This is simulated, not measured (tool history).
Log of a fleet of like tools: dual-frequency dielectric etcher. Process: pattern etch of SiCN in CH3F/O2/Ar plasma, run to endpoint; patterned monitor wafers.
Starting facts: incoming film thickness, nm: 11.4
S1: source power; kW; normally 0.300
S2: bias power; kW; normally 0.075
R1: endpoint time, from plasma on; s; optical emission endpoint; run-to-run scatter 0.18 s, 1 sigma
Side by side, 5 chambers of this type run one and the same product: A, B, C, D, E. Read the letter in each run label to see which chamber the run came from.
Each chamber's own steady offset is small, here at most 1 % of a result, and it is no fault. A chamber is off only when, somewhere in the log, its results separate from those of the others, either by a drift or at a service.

run   hour     S1     S2      R1
 1A    8.2  0.300  0.075  33.582
 2C   12.9  0.300  0.075  33.476
      13.4  -- chamber D: wet clean of the chamber
 3E   21.3  0.300  0.075  32.774
 4B   26.6  0.300  0.075  33.451
 5D   34.9  0.300  0.075  33.666
 6D   39.4  0.300  0.075  33.629
 7C   44.9  0.250  0.065  37.567
 8B   53.4  0.250  0.065  37.514
 9E   62.7  0.250  0.065  37.490
10A   67.4  0.250  0.065  37.536
11E   75.3  0.250  0.065  36.998
12D   82.9  0.250  0.065  37.647
13B   91.3  0.250  0.065  37.381
14C   99.0  0.250  0.065  37.491
15A  107.7  0.250  0.065  37.624
16B  114.7  0.250  0.065  37.934
17A  120.5  0.300  0.075  33.586
18E  126.6  0.300  0.075  33.047
19D  132.3  0.300  0.075  33.370
20C  138.4  0.300  0.075  33.269
21B  143.7  0.300  0.075  33.250
22C  150.2  0.300  0.075  32.908
23D  154.6  0.300  0.075  33.672
24E  161.1  0.300  0.075  33.410
25A  168.5  0.300  0.075  33.590
     177.1  -- chamber C: wet clean of the chamber
26B  177.5  0.350  0.093  28.554
27C  182.5  0.350  0.093  29.017
28A  191.3  0.350  0.093  29.161
29E  196.7  0.350  0.093  28.998
30D  203.0  0.350  0.093  29.336
31B  208.9  0.300  0.075  33.136
32A  215.9  0.300  0.075  33.691
33E  222.7  0.300  0.075  33.270
     231.3  -- chamber B: source power generator calibrated
34C  231.5  0.300  0.075  33.149
35D  236.4  0.300  0.075  33.716
36A  245.1  0.300  0.075  33.531
37B  254.3  0.300  0.075  33.102
38D  263.3  0.300  0.075  33.661

Which is it: a chamber that has drifted or been left off by a service, a gauge drift common to all chambers, or only each chamber's usual small offset? If a chamber is off, name it and its likeliest cause.

No chamber stands off beyond its own small offset, and the gauge holds steady.

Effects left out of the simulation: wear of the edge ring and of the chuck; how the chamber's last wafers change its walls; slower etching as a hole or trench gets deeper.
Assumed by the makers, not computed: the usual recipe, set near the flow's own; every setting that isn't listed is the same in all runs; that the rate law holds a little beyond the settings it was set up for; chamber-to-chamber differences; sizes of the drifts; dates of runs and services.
